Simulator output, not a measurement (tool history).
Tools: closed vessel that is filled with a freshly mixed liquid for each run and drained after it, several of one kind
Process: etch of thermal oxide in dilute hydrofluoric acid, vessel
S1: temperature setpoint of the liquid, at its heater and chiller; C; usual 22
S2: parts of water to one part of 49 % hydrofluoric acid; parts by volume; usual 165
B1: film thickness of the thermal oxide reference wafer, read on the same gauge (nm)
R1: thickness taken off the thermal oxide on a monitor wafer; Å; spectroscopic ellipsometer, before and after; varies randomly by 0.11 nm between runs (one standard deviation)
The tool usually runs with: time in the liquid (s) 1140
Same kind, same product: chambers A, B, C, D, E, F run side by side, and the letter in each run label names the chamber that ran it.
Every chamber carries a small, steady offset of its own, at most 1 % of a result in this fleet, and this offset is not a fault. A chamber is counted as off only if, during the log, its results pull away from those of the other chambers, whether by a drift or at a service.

{"run": "1E", "day": 0.317, "S1": 22, "S2": 165, "time in the liquid (s)": 1140, "B1": 60.021, "R1": 284.87}
{"run": "2B", "day": 0.567, "S1": 22, "S2": 165, "time in the liquid (s)": 1140, "B1": 59.997, "R1": 282.28}
{"run": "3D", "day": 0.904, "S1": 22, "S2": 165, "time in the liquid (s)": 1140, "B1": 60.019, "R1": 286.37}
{"run": "4F", "day": 1.146, "S1": 22, "S2": 165, "time in the liquid (s)": 1140, "B1": 60.043, "R1": 284.76}
{"run": "5A", "day": 1.388, "S1": 22, "S2": 165, "time in the liquid (s)": 1140, "B1": 60.004, "R1": 282.39}
{"run": "6C", "day": 1.667, "S1": 22, "S2": 165, "time in the liquid (s)": 1140, "B1": 59.999, "R1": 284.29}
{"run": "7A", "day": 1.912, "S1": 22, "S2": 165, "time in the liquid (s)": 1140, "B1": 60.017, "R1": 282.06}
{"run": "8D", "day": 2.1, "S1": 22, "S2": 165, "time in the liquid (s)": 1140, "B1": 59.988, "R1": 285.34}
{"run": "9F", "day": 2.262, "S1": 22, "S2": 165, "time in the liquid (s)": 1140, "B1": 59.994, "R1": 282.49}
{"run": "10B", "day": 2.429, "S1": 22, "S2": 165, "time in the liquid (s)": 1140, "B1": 60.038, "R1": 283.51}
{"run": "11C", "day": 2.758, "S1": 22, "S2": 165, "time in the liquid (s)": 1140, "B1": 59.996, "R1": 283.1}
{"run": "12E", "day": 2.921, "S1": 22, "S2": 165, "time in the liquid (s)": 1140, "B1": 59.997, "R1": 282.17}
{"run": "13E", "day": 3.15, "S1": 22, "S2": 165, "time in the liquid (s)": 1140, "B1": 60.006, "R1": 283.84}
{"run": "14C", "day": 3.346, "S1": 22, "S2": 165, "time in the liquid (s)": 1140, "B1": 60.05, "R1": 283.96}
{"run": "15B", "day": 3.521, "S1": 22, "S2": 165, "time in the liquid (s)": 1140, "B1": 60.007, "R1": 283.96}
{"run": "16A", "day": 3.725, "S1": 22, "S2": 165, "time in the liquid (s)": 1140, "B1": 59.999, "R1": 281.1}
{"run": "17D", "day": 3.879, "S1": 22, "S2": 165, "time in the liquid (s)": 1140, "B1": 60.01, "R1": 285.18}
{"run": "18F", "day": 4.179, "S1": 22, "S2": 165, "time in the liquid (s)": 1140, "B1": 59.997, "R1": 282.63}
{"run": "19E", "day": 4.358, "S1": 22, "S2": 165, "time in the liquid (s)": 1140, "B1": 59.996, "R1": 282.47}
{"run": "20D", "day": 4.621, "S1": 22, "S2": 165, "time in the liquid (s)": 1140, "B1": 60.011, "R1": 284.63}
{"run": "21A", "day": 4.829, "S1": 22, "S2": 165, "time in the liquid (s)": 1140, "B1": 60.003, "R1": 284.53}
{"run": "22C", "day": 5.038, "S1": 22, "S2": 165, "time in the liquid (s)": 1140, "B1": 59.938, "R1": 284.59}
{"run": "23B", "day": 5.258, "S1": 22, "S2": 165, "time in the liquid (s)": 1140, "B1": 59.995, "R1": 281.45}
{"run": "24F", "day": 5.6, "S1": 22, "S2": 165, "time in the liquid (s)": 1140, "B1": 60.027, "R1": 282.06}
{"day": 5.646, "done": "chamber D: hydrofluoric acid flow meter replaced"}
{"run": "25C", "day": 5.812, "S1": 22, "S2": 240, "time in the liquid (s)": 1740, "B1": 59.945, "R1": 277.01}
{"run": "26A", "day": 6.012, "S1": 22, "S2": 240, "time in the liquid (s)": 1740, "B1": 59.983, "R1": 277.84}
{"run": "27F", "day": 6.292, "S1": 22, "S2": 240, "time in the liquid (s)": 1740, "B1": 60.001, "R1": 273.13}
{"run": "28B", "day": 6.567, "S1": 22, "S2": 240, "time in the liquid (s)": 1740, "B1": 60.036, "R1": 275.56}
{"run": "29E", "day": 6.858, "S1": 22, "S2": 240, "time in the liquid (s)": 1740, "B1": 59.991, "R1": 275.06}
{"run": "30D", "day": 7.188, "S1": 22, "S2": 240, "time in the liquid (s)": 1740, "B1": 59.991, "R1": 279.57}
{"run": "31B", "day": 7.396, "S1": 22, "S2": 165, "time in the liquid (s)": 1140, "B1": 59.985, "R1": 283.57}
{"run": "32A", "day": 7.583, "S1": 22, "S2": 165, "time in the liquid (s)": 1140, "B1": 59.992, "R1": 289.1}
{"run": "33F", "day": 7.888, "S1": 22, "S2": 165, "time in the liquid (s)": 1140, "B1": 59.985, "R1": 284.89}
{"run": "34E", "day": 8.054, "S1": 22, "S2": 165, "time in the liquid (s)": 1140, "B1": 60.021, "R1": 282.18}
{"run": "35D", "day": 8.329, "S1": 22, "S2": 165, "time in the liquid (s)": 1140, "B1": 60.013, "R1": 286.86}
{"run": "36C", "day": 8.492, "S1": 22, "S2": 165, "time in the liquid (s)": 1140, "B1": 59.974, "R1": 281.74}
{"run": "37A", "day": 8.708, "S1": 22, "S2": 165, "time in the liquid (s)": 1140, "B1": 59.983, "R1": 294.21}
{"run": "38E", "day": 8.921, "S1": 22, "S2": 165, "time in the liquid (s)": 1140, "B1": 60.009, "R1": 282.99}
{"run": "39F", "day": 9.071, "S1": 22, "S2": 165, "time in the liquid (s)": 1140, "B1": 60.017, "R1": 282.43}
{"run": "40C", "day": 9.233, "S1": 22, "S2": 165, "time in the liquid (s)": 1140, "B1": 60.005, "R1": 282.5}
{"run": "41B", "day": 9.542, "S1": 22, "S2": 165, "time in the liquid (s)": 1140, "B1": 59.991, "R1": 284.02}
{"run": "42D", "day": 9.883, "S1": 22, "S2": 215, "time in the liquid (s)": 1585, "B1": 59.992, "R1": 290.77}

Has any chamber moved away from the others, gradually or after a service, or does the common gauge drift, or do the chambers differ only by their own small steady offsets? State the chamber and the most likely cause if one applies.

One chamber, A, drifts off from the rest bit by bit.
Most likely cause: liquid hotter than its thermometer reads (K) = 1.3.
With only this log, it may be confused with: hydrofluoric acid flow above the setpoint (%).

Here are 4 candidates for chamber A's next run, each the usual settings with a change, their results left as question marks. Which one brings its results back in line with what the others give on the usual settings?
A result is in line if it is within this distance of the other chambers' mean on the usual settings: R1 3.9 Å
{"run": "43A-1", "day": 10.129, "S1": 22, "S2": 165, "time in the liquid (s)": 1190, "R1": "?"}
{"run": "43A-2", "day": 10.129, "S1": 22, "S2": 165, "time in the liquid (s)": 1030, "R1": "?"}
{"run": "43A-3", "day": 10.129, "S1": 22, "S2": 160, "time in the liquid (s)": 1205, "R1": "?"}
{"run": "43A-4", "day": 10.129, "S1": 22, "S2": 165, "time in the liquid (s)": 1090, "R1": "?"}

What the other chambers average on the usual settings: R1 283.9 Å
run=43A-1 R1=310.38
run=43A-2 R1=268.65
run=43A-3 R1=326.08
run=43A-4 R1=284.3
43A-4 is the one that brings the chamber's results back in line with the other chambers.
